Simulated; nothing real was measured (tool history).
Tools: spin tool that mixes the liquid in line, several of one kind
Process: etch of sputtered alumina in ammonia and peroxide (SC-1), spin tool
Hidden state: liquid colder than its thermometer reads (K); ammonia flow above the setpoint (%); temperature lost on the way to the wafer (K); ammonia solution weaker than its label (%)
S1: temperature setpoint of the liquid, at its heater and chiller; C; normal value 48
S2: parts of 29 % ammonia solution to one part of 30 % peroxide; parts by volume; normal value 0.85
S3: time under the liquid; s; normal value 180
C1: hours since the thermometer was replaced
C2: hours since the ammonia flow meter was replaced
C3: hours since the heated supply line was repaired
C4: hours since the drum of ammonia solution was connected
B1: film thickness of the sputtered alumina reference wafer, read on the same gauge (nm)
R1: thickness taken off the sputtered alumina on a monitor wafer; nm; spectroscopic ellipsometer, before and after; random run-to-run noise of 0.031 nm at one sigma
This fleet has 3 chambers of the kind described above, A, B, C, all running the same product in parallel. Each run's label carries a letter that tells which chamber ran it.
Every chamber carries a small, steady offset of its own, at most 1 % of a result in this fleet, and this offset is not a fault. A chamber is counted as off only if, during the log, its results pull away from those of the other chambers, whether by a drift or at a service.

| run | hour | S1 | S2 | S3 | C1 | C2 | C3 | C4 | B1 | R1 |
|---|---|---|---|---|---|---|---|---|---|---|
| 1C | 11 | 48 | 0.85 | 180 | 543.1 | 1642.6 | 1040.9 | 288.3 | 99.983 | 6.0161 |
| 2A | 24.7 | 48 | 0.85 | 180 | 154 | 127.6 | 1070.9 | 685.2 | 99.981 | 6.0414 |
| 3B | 32 | 48 | 0.85 | 180 | 255.8 | 734.5 | 145.7 | 77.9 | 99.996 | 5.8991 |
| 4B | 43 | 48 | 0.85 | 180 | 266.8 | 745.5 | 156.7 | 88.9 | 99.978 | 5.93 |
| 5A | 57.6 | 48 | 0.85 | 180 | 186.9 | 160.5 | 1103.8 | 718.1 | 99.962 | 6.0735 |
| 6C | 65.5 | 48 | 1.05 | 180 | 597.6 | 1697.1 | 1095.4 | 342.8 | 99.939 | 6.14 |
| 7C | 80.7 | 48 | 1.05 | 180 | 612.8 | 1712.3 | 1110.6 | 358 | 99.955 | 6.1023 |
| 8B | 95.9 | 48 | 1.05 | 180 | 319.7 | 798.4 | 209.6 | 141.8 | 99.984 | 6.0429 |
| 9A | 109.1 | 48 | 0.85 | 180 | 238.4 | 212 | 1155.3 | 769.6 | 99.989 | 6.1096 |
| 10B | 120.7 | 48 | 0.85 | 180 | 344.5 | 823.2 | 234.4 | 166.6 | 100.01 | 5.8996 |
| 11A | 130.5 | 48 | 0.85 | 180 | 259.8 | 233.4 | 1176.7 | 791 | 100 | 6.0111 |
|  | 133.4 | chamber B: ammonia flow meter replaced |
| 12C | 145.8 | 38.5 | 0.7 | 180 | 677.9 | 1777.4 | 1175.7 | 423.1 | 100.04 | 3.4312 |
| 13B | 153 | 38.5 | 0.7 | 180 | 376.8 | 19.6 | 266.7 | 198.9 | 100.05 | 3.3387 |
| 14C | 162.5 | 38.5 | 0.7 | 180 | 694.6 | 1794.1 | 1192.4 | 439.8 | 100.02 | 3.4176 |
| 15A | 173.5 | 48 | 0.85 | 180 | 302.8 | 276.4 | 1219.7 | 834 | 99.961 | 6.0695 |
| 16A | 188.3 | 48 | 0.85 | 180 | 317.6 | 291.2 | 1234.5 | 848.8 | 99.987 | 6.0478 |
| 17C | 196.1 | 48 | 0.85 | 180 | 728.2 | 1827.7 | 1226 | 473.4 | 100.02 | 6.0086 |
| 18B | 209 | 48 | 0.85 | 180 | 432.8 | 75.6 | 322.7 | 254.9 | 100.01 | 5.7585 |
| 19B | 221.4 | 48 | 0.85 | 180 | 445.2 | 88 | 335.1 | 267.3 | 100.04 | 5.7677 |
| 20C | 230.4 | 48 | 0.85 | 180 | 762.5 | 1862 | 1260.3 | 507.7 | 99.994 | 6.0548 |

One chamber off, gauge drift, or nothing amiss beyond the chambers' own small offsets? If it is a chamber, which one, and what is the likeliest cause?

It is chamber B that slowly wanders off from its peers.
Most likely cause: liquid colder than its thermometer reads (K) = 0.614.
Not necessarily distinguishable in this log from: temperature lost on the way to the wafer (K).

Which of the 4 candidates below, each the usual settings with something changed and its results left as question marks, puts chamber B back in line with what the other chambers give on the usual settings?
Allowed miss from the other chambers' usual-settings mean, per result, to count as in line: R1 0.11 nm
| 21B-1 | 241.4 | 48 | 0.85 | 165 |  |  |  |  |  | ? |
| 21B-2 | 241.4 | 47.5 | 0.85 | 175 |  |  |  |  |  | ? |
| 21B-3 | 241.4 | 48.5 | 0.85 | 190 |  |  |  |  |  | ? |
| 21B-4 | 241.4 | 49 | 0.85 | 180 |  |  |  |  |  | ? |

Other chambers, usual settings, mean: R1 6.0244 nm
| run | R1 |
|---|---|
| 21B-1 | 5.2365 |
| 21B-2 | 5.4034 |
| 21B-3 | 6.2008 |
| 21B-4 | 6.0403 |
The right change is 21B-4: it brings the chamber back within the allowed miss of the others.

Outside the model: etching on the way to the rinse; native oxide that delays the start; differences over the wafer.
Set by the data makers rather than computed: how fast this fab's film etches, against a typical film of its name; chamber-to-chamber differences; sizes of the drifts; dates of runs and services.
